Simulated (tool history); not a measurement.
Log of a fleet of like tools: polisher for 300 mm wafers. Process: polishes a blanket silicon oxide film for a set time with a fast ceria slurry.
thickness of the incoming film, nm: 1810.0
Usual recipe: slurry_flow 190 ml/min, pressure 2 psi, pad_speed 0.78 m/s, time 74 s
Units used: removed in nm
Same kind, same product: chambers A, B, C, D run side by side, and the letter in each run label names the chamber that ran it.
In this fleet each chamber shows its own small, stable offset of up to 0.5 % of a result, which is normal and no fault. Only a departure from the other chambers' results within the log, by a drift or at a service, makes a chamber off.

run	hour	slurry_flow	pressure	pad_speed	time	removed
# hour 7.8: chamber C: worn pad replaced by a new one
1B	13.1	190	2	0.78	74	706.89
2C	24.1	190	2	0.78	74	702.10
3A	38.1	190	2	0.78	74	705.47
# hour 43.4: chamber B: worn pad replaced by a new one
4D	53.3	190	2	0.78	74	706.10
# hour 60.7: chamber D: worn pad replaced by a new one
5D	67.4	190	2	0.78	74	705.65
6B	74.7	160	2	0.78	74	691.06
7C	86.9	160	2	0.78	74	688.22
8A	101.9	160	2	0.78	74	685.02
# hour 103.1: chamber A: worn pad replaced by a new one
# hour 106.3: chamber C: worn pad replaced by a new one
9A	111.7	160	2	0.78	74	681.64
10B	124.6	190	2	0.78	74	707.65
11D	134.0	190	2	0.98	74	872.65
# hour 140.9: chamber B: worn pad replaced by a new one
12C	144.5	190	2	0.98	74	887.35
13B	151.6	190	2	0.98	74	890.98
14A	165.3	190	2	0.98	74	879.10
# hour 166.2: chamber D: worn pad replaced by a new one
15D	178.8	190	2	0.78	74	688.37
16C	185.8	190	2	0.78	74	707.50
# hour 189.2: chamber C: worn pad replaced by a new one
# hour 190.9: chamber A: worn pad replaced by a new one
# hour 199.3: chamber C: slurry nozzle cleaned
17C	200.4	190	2	0.94	74	856.44
18A	210.0	190	2	0.94	74	837.53
19B	221.8	190	2	0.94	74	851.89
# hour 233.4: chamber A: slurry nozzle cleaned
20D	234.2	190	2	0.94	74	826.89
# hour 236.7: chamber D: slurry nozzle cleaned
21A	241.7	190	2	0.78	74	701.41
# hour 243.7: chamber B: worn pad replaced by a new one
22B	253.0	190	2	0.78	74	710.72
# hour 256.1: chamber D: worn pad replaced by a new one
23D	267.6	190	2	0.94	83	929.29
24C	274.6	190	2	0.94	83	962.58
25C	283.9	190	2	0.94	83	950.36
# hour 288.5: chamber A: worn pad replaced by a new one
26B	291.5	190	2	0.94	83	952.61
# hour 293.0: chamber C: worn pad replaced by a new one
27A	303.2	190	2	0.78	74	697.70
28D	318.7	190	2	0.78	83	763.76
29A	332.4	190	2	0.78	83	790.73
# hour 335.4: chamber C: head pressure recalibrated
# hour 337.4: chamber B: worn pad replaced by a new one
30C	346.3	190	2	0.78	83	781.73
31B	357.7	190	2	0.78	83	790.67
# hour 358.1: chamber D: worn pad replaced by a new one
32D	367.8	190	2	0.78	74	669.12
# hour 370.7: chamber A: head pressure recalibrated
33B	379.5	190	2	0.78	74	700.59
34D	389.3	190	2	0.78	74	667.94
# hour 394.8: chamber C: worn pad replaced by a new one
# hour 396.6: chamber A: worn pad replaced by a new one
35C	404.6	190	2	0.78	74	699.97
36A	414.7	190	2	0.78	74	704.53
37D	428.3	190	2	0.78	74	655.36
# hour 437.4: chamber B: worn pad replaced by a new one
38A	442.6	190	2	0.78	74	700.13
39C	456.7	240	2	0.96	74	886.11
40B	470.7	240	2	0.96	74	908.80
41C	479.8	240	2	0.96	74	893.07

For the next run the whole fleet of 4 chambers uses the same settings. Give each chamber's results:
42A	491.2	190	2	0.78	74	?
42B	491.2	190	2	0.78	74	?
42C	491.2	190	2	0.78	74	?
42D	491.2	190	2	0.78	74	?

run	removed
42A	702.44
42B	704.70
42C	701.26
42D	658.71
